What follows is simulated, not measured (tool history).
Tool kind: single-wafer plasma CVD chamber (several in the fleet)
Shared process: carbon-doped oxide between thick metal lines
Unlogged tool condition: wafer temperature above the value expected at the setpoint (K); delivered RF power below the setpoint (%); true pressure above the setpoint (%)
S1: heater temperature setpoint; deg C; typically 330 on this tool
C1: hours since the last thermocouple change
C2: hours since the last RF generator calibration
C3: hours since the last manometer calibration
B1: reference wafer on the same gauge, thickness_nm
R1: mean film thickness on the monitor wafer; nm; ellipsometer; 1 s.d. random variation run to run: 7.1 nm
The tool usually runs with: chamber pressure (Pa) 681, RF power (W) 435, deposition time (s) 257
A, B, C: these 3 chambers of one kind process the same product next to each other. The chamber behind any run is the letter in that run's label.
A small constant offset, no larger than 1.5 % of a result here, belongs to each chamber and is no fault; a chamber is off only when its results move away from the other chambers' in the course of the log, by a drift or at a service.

Run 1B, day 0.683: usual settings; C1 510.7; C2 376.2; C3 1985.7; B1 1130.3. Result: R1 1241.6 nm.
At day 0.992: chamber C: thermocouple changed; heater temperature recalibrated.
Run 2A, day 1.183: usual settings; C1 783.1; C2 2188.9; C3 883.1; B1 1128.2. Result: R1 1263.8 nm.
Run 3C, day 1.638: usual settings; C1 15.5; C2 376.4; C3 266.4; B1 1129.7. Result: R1 1238.8 nm.
Run 4A, day 2.179: usual settings; C1 807; C2 2212.8; C3 907; B1 1128.4. Result: R1 1256.5 nm.
Run 5B, day 2.688: usual settings; C1 558.8; C2 424.3; C3 2033.8; B1 1130.5. Result: R1 1241.8 nm.
Run 6C, day 3.204: usual settings but chamber pressure (Pa) 528, deposition time (s) 302; C1 53.1; C2 414; C3 304; B1 1131.1. Result: R1 1421.8 nm.
Run 7B, day 3.65: usual settings but chamber pressure (Pa) 528, deposition time (s) 302; C1 581.9; C2 447.4; C3 2056.9; B1 1129.5. Result: R1 1419.2 nm.
Run 8A, day 4.038: usual settings but chamber pressure (Pa) 528, deposition time (s) 302; C1 851.6; C2 2257.4; C3 951.6; B1 1129.4. Result: R1 1417.7 nm.
Run 9C, day 4.704: usual settings; C1 89.1; C2 450; C3 340; B1 1128.4. Result: R1 1237.5 nm.
Run 10C, day 5.338: usual settings; C1 104.3; C2 465.2; C3 355.2; B1 1128.6. Result: R1 1237.6 nm.
At day 5.625: chamber A: RF generator calibrated.
Run 11A, day 5.829: usual settings; C1 894.6; C2 4.9; C3 994.6; B1 1128. Result: R1 1271.1 nm.
Run 12B, day 6.421: usual settings; C1 648.4; C2 513.9; C3 2123.4; B1 1130.3. Result: R1 1253.4 nm.
Run 13A, day 6.879: usual settings; C1 919.8; C2 30.1; C3 1019.8; B1 1130.2. Result: R1 1255 nm.
Run 14B, day 7.496: usual settings; C1 674.2; C2 539.7; C3 2149.2; B1 1130.3. Result: R1 1255.1 nm.
Run 15C, day 7.896: usual settings; C1 165.7; C2 526.6; C3 416.6; B1 1128.5. Result: R1 1242.3 nm.
Run 16C, day 8.346: usual settings but deposition time (s) 225; C1 176.5; C2 537.4; C3 427.4; B1 1130.2. Result: R1 1078 nm.
Run 17A, day 8.683: usual settings but deposition time (s) 225; C1 963.1; C2 73.4; C3 1063.1; B1 1131.2. Result: R1 1112.7 nm.
Run 18B, day 9.162: usual settings but deposition time (s) 225; C1 714.2; C2 579.7; C3 2189.2; B1 1130.5. Result: R1 1079.4 nm.
Run 19A, day 9.588: usual settings; C1 984.8; C2 95.1; C3 1084.8; B1 1129.7. Result: R1 1276.2 nm.
Run 20B, day 9.979: usual settings; C1 733.8; C2 599.3; C3 2208.8; B1 1129.2. Result: R1 1235.5 nm.
Run 21C, day 10.412: usual settings but chamber pressure (Pa) 780, RF power (W) 515; C1 226.1; C2 587; C3 477; B1 1128.4. Result: R1 1402.8 nm.
Run 22A, day 10.888: usual settings but chamber pressure (Pa) 780, RF power (W) 515; C1 1016; C2 126.3; C3 1116; B1 1129.3. Result: R1 1423.1 nm.
Run 23C, day 11.421: usual settings but chamber pressure (Pa) 780, RF power (W) 515; C1 250.3; C2 611.2; C3 501.2; B1 1129.9. Result: R1 1407 nm.
Run 24B, day 11.838: usual settings but S1 324 deg C; C1 778.4; C2 643.9; C3 2253.4; B1 1129.7. Result: R1 1245.7 nm.
Run 25A, day 12.238: usual settings but S1 324 deg C; C1 1048.4; C2 158.7; C3 1148.4; B1 1131.1. Result: R1 1303.3 nm.
Run 26B, day 12.862: usual settings but S1 324 deg C; C1 803; C2 668.5; C3 2278; B1 1128.9. Result: R1 1244.8 nm.
Run 27C, day 13.188: usual settings; C1 292.7; C2 653.6; C3 543.6; B1 1130.6. Result: R1 1262.3 nm.
Run 28B, day 13.683: usual settings; C1 822.7; C2 688.2; C3 2297.7; B1 1132.1. Result: R1 1203.4 nm.
Run 29C, day 14.367: usual settings; C1 321; C2 681.9; C3 571.9; B1 1130.3. Result: R1 1231.5 nm.
Run 30A, day 14.758: usual settings; C1 1108.9; C2 219.2; C3 1208.9; B1 1129.7. Result: R1 1260.6 nm.
Run 31B, day 15.35: usual settings but chamber pressure (Pa) 785; C1 862.7; C2 728.2; C3 2337.7; B1 1129.6. Result: R1 1218.9 nm.
Run 32C, day 15.846: usual settings but chamber pressure (Pa) 785; C1 356.5; C2 717.4; C3 607.4; B1 1129.4. Result: R1 1274.4 nm.
At day 16.088: chamber B: thermocouple changed; heater temperature recalibrated.
Run 33A, day 16.296: usual settings but chamber pressure (Pa) 785; C1 1145.8; C2 256.1; C3 1245.8; B1 1130.7. Result: R1 1282.8 nm.
Run 34A, day 16.638: usual settings; C1 1154; C2 264.3; C3 1254; B1 1129.6. Result: R1 1274.8 nm.
Run 35B, day 17.242: usual settings; C1 27.8; C2 773.6; C3 2383.1; B1 1130.9. Result: R1 1200.1 nm.
Run 36C, day 17.588: usual settings but chamber pressure (Pa) 760, RF power (W) 505; C1 398.3; C2 759.2; C3 649.2; B1 1131.2. Result: R1 1401.2 nm.

One chamber off, gauge drift, or nothing amiss beyond the chambers' own small offsets? If it is a chamber, which one, and what is the likeliest cause?

Little by little, chamber B moves away from the other chambers.
Most likely cause: delivered RF power below the setpoint (%) = 6.81.

Below are 4 candidate recipes for chamber B's next run, each the usual settings with a change, their results shown as question marks. Which of them brings B's results back in line with what the other chambers give on the usual settings?
In-line tolerance around the mean of the other chambers on the usual settings: R1 25 nm
Run 37B-1, day 18.083: usual settings but chamber pressure (Pa) 671, RF power (W) 415, deposition time (s) 239. Result: R1 ?.
Run 37B-2, day 18.083: usual settings but S1 331 deg C, chamber pressure (Pa) 676, RF power (W) 425, deposition time (s) 249. Result: R1 ?.
Run 37B-3, day 18.083: usual settings but chamber pressure (Pa) 715, RF power (W) 500. Result: R1 ?.
Run 37B-4, day 18.083: usual settings but S1 329 deg C, chamber pressure (Pa) 687, RF power (W) 445, deposition time (s) 265. Result: R1 ?.

Mean of the other chambers on the usual settings: R1 1252.8 nm
  run      R1
37B-1  1065.4
37B-2  1127.1
37B-3  1320.7
37B-4  1250.9
The right change is 37B-4: it brings the chamber back within the allowed miss of the others.
